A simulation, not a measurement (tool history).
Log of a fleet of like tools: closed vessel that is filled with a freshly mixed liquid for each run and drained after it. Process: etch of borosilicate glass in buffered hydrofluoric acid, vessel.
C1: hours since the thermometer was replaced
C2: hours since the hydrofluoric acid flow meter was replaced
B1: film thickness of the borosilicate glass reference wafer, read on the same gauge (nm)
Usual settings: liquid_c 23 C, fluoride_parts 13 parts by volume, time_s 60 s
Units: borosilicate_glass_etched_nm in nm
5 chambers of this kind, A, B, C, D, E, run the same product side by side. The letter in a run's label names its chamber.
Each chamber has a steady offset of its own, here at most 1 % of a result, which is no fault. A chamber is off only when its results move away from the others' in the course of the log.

{"run": "1D", "day": 0.521, "liquid_c": 23, "fluoride_parts": 13, "time_s": 60, "C1": 528.5, "C2": 59.8, "B1": 59.981, "borosilicate_glass_etched_nm": 54.59}
{"run": "2A", "day": 1.004, "liquid_c": 23, "fluoride_parts": 13, "time_s": 60, "C1": 1008.7, "C2": 688.3, "B1": 60.002, "borosilicate_glass_etched_nm": 54.563}
{"run": "3E", "day": 1.358, "liquid_c": 23, "fluoride_parts": 13, "time_s": 60, "C1": 687, "C2": 269.8, "B1": 60.013, "borosilicate_glass_etched_nm": 53.89}
{"run": "4C", "day": 1.888, "liquid_c": 23, "fluoride_parts": 13, "time_s": 60, "C1": 232.7, "C2": 302.9, "B1": 60.068, "borosilicate_glass_etched_nm": 54.097}
{"run": "5B", "day": 2.279, "liquid_c": 23, "fluoride_parts": 13, "time_s": 60, "C1": 774.5, "C2": 1482.5, "B1": 59.977, "borosilicate_glass_etched_nm": 54.549}
{"run": "6E", "day": 2.533, "liquid_c": 23, "fluoride_parts": 13, "time_s": 60, "C1": 715.2, "C2": 298, "B1": 59.961, "borosilicate_glass_etched_nm": 55.082}
{"run": "7D", "day": 2.892, "liquid_c": 21.5, "fluoride_parts": 13, "time_s": 60, "C1": 585.4, "C2": 116.7, "B1": 59.972, "borosilicate_glass_etched_nm": 50.071}
{"run": "8A", "day": 3.417, "liquid_c": 21.5, "fluoride_parts": 13, "time_s": 60, "C1": 1066.6, "C2": 746.2, "B1": 60.031, "borosilicate_glass_etched_nm": 50.188}
{"run": "9B", "day": 3.875, "liquid_c": 21.5, "fluoride_parts": 13, "time_s": 60, "C1": 812.8, "C2": 1520.8, "B1": 59.968, "borosilicate_glass_etched_nm": 49.87}
{"run": "10C", "day": 4.35, "liquid_c": 21.5, "fluoride_parts": 13, "time_s": 60, "C1": 291.8, "C2": 362, "B1": 59.997, "borosilicate_glass_etched_nm": 49.389}
{"run": "11E", "day": 4.758, "liquid_c": 21.5, "fluoride_parts": 13, "time_s": 60, "C1": 768.6, "C2": 351.4, "B1": 60.023, "borosilicate_glass_etched_nm": 52.058}
{"run": "12A", "day": 5.004, "liquid_c": 23, "fluoride_parts": 13, "time_s": 60, "C1": 1104.7, "C2": 784.3, "B1": 59.989, "borosilicate_glass_etched_nm": 54.534}
{"day": 5.35, "done": "chamber A: hydrofluoric acid flow meter replaced"}
{"run": "13C", "day": 5.529, "liquid_c": 23, "fluoride_parts": 13, "time_s": 60, "C1": 320.1, "C2": 390.3, "B1": 60.028, "borosilicate_glass_etched_nm": 54.204}
{"run": "14D", "day": 6.0, "liquid_c": 23, "fluoride_parts": 13, "time_s": 60, "C1": 660, "C2": 191.3, "B1": 60.008, "borosilicate_glass_etched_nm": 55.358}
{"run": "15B", "day": 6.496, "liquid_c": 23, "fluoride_parts": 13, "time_s": 60, "C1": 875.7, "C2": 1583.7, "B1": 60.001, "borosilicate_glass_etched_nm": 54.745}
{"run": "16A", "day": 6.9, "liquid_c": 23, "fluoride_parts": 13, "time_s": 60, "C1": 1150.2, "C2": 37.3, "B1": 60.023, "borosilicate_glass_etched_nm": 53.522}
{"run": "17C", "day": 7.392, "liquid_c": 23, "fluoride_parts": 13, "time_s": 60, "C1": 364.8, "C2": 435, "B1": 59.971, "borosilicate_glass_etched_nm": 54.345}
{"run": "18B", "day": 7.733, "liquid_c": 23, "fluoride_parts": 13, "time_s": 60, "C1": 905.4, "C2": 1613.4, "B1": 59.993, "borosilicate_glass_etched_nm": 55.217}
{"run": "19D", "day": 7.979, "liquid_c": 23, "fluoride_parts": 13, "time_s": 60, "C1": 707.5, "C2": 238.8, "B1": 59.986, "borosilicate_glass_etched_nm": 54.458}
{"run": "20E", "day": 8.404, "liquid_c": 23, "fluoride_parts": 13, "time_s": 60, "C1": 856.1, "C2": 438.9, "B1": 59.991, "borosilicate_glass_etched_nm": 56.645}
{"run": "21B", "day": 8.75, "liquid_c": 23, "fluoride_parts": 13, "time_s": 60, "C1": 929.8, "C2": 1637.8, "B1": 59.979, "borosilicate_glass_etched_nm": 55.251}
{"run": "22E", "day": 9.108, "liquid_c": 23, "fluoride_parts": 13, "time_s": 60, "C1": 873, "C2": 455.8, "B1": 59.987, "borosilicate_glass_etched_nm": 57.697}
{"run": "23C", "day": 9.417, "liquid_c": 23, "fluoride_parts": 13, "time_s": 60, "C1": 413.4, "C2": 483.6, "B1": 59.987, "borosilicate_glass_etched_nm": 54.493}
{"run": "24A", "day": 9.692, "liquid_c": 23, "fluoride_parts": 13, "time_s": 60, "C1": 1217.2, "C2": 104.3, "B1": 60.007, "borosilicate_glass_etched_nm": 53.787}
{"run": "25D", "day": 10.071, "liquid_c": 23, "fluoride_parts": 13, "time_s": 60, "C1": 757.7, "C2": 289, "B1": 60.043, "borosilicate_glass_etched_nm": 55.074}
{"day": 10.2, "done": "chamber A: thermometer replaced"}
{"run": "26C", "day": 10.617, "liquid_c": 23, "fluoride_parts": 13, "time_s": 60, "C1": 442.2, "C2": 512.4, "B1": 60.013, "borosilicate_glass_etched_nm": 54.396}
{"run": "27D", "day": 10.938, "liquid_c": 23, "fluoride_parts": 13, "time_s": 40, "C1": 778.5, "C2": 309.8, "B1": 59.991, "borosilicate_glass_etched_nm": 36.649}
{"run": "28A", "day": 11.375, "liquid_c": 23, "fluoride_parts": 13, "time_s": 40, "C1": 28.3, "C2": 144.7, "B1": 60.015, "borosilicate_glass_etched_nm": 36.235}
{"run": "29E", "day": 11.738, "liquid_c": 23, "fluoride_parts": 13, "time_s": 40, "C1": 936.1, "C2": 518.9, "B1": 60.003, "borosilicate_glass_etched_nm": 39.077}
{"run": "30B", "day": 12.125, "liquid_c": 23, "fluoride_parts": 13, "time_s": 40, "C1": 1010.8, "C2": 1718.8, "B1": 60.02, "borosilicate_glass_etched_nm": 35.971}
{"run": "31D", "day": 12.408, "liquid_c": 23, "fluoride_parts": 13, "time_s": 40, "C1": 813.8, "C2": 345.1, "B1": 59.97, "borosilicate_glass_etched_nm": 36.95}
{"run": "32A", "day": 12.762, "liquid_c": 23, "fluoride_parts": 13, "time_s": 60, "C1": 61.6, "C2": 178, "B1": 60.015, "borosilicate_glass_etched_nm": 53.925}
{"run": "33E", "day": 13.167, "liquid_c": 23, "fluoride_parts": 13, "time_s": 60, "C1": 970.4, "C2": 553.2, "B1": 60.016, "borosilicate_glass_etched_nm": 58.693}
{"run": "34B", "day": 13.454, "liquid_c": 23, "fluoride_parts": 13, "time_s": 60, "C1": 1042.7, "C2": 1750.7, "B1": 59.988, "borosilicate_glass_etched_nm": 54.281}
{"run": "35C", "day": 13.767, "liquid_c": 23, "fluoride_parts": 13, "time_s": 60, "C1": 517.8, "C2": 588, "B1": 60.001, "borosilicate_glass_etched_nm": 55.109}
{"run": "36A", "day": 14.092, "liquid_c": 23, "fluoride_parts": 13, "time_s": 60, "C1": 93.5, "C2": 209.9, "B1": 60.011, "borosilicate_glass_etched_nm": 53.978}
{"day": 14.458, "done": "chamber D: hydrofluoric acid flow meter replaced"}
{"run": "37C", "day": 14.496, "liquid_c": 23, "fluoride_parts": 11.5, "time_s": 70, "C1": 535.3, "C2": 605.5, "B1": 59.982, "borosilicate_glass_etched_nm": 71.046}
{"run": "38D", "day": 14.967, "liquid_c": 23, "fluoride_parts": 11.5, "time_s": 70, "C1": 875.2, "C2": 12.2, "B1": 59.997, "borosilicate_glass_etched_nm": 71.482}
{"run": "39E", "day": 15.371, "liquid_c": 23, "fluoride_parts": 11.5, "time_s": 70, "C1": 1023.3, "C2": 606.1, "B1": 60.036, "borosilicate_glass_etched_nm": 78.125}

All 5 chambers run these settings next. Forecast each chamber's results:
{"run": "40A", "day": 15.775, "liquid_c": 23, "fluoride_parts": 13, "time_s": 60, "borosilicate_glass_etched_nm": "?"}
{"run": "40B", "day": 15.775, "liquid_c": 23, "fluoride_parts": 13, "time_s": 60, "borosilicate_glass_etched_nm": "?"}
{"run": "40C", "day": 15.775, "liquid_c": 23, "fluoride_parts": 13, "time_s": 60, "borosilicate_glass_etched_nm": "?"}
{"run": "40D", "day": 15.775, "liquid_c": 23, "fluoride_parts": 13, "time_s": 60, "borosilicate_glass_etched_nm": "?"}
{"run": "40E", "day": 15.775, "liquid_c": 23, "fluoride_parts": 13, "time_s": 60, "borosilicate_glass_etched_nm": "?"}

run=40A borosilicate_glass_etched_nm=54.375
run=40B borosilicate_glass_etched_nm=55.361
run=40C borosilicate_glass_etched_nm=54.53
run=40D borosilicate_glass_etched_nm=55.047
run=40E borosilicate_glass_etched_nm=59.621
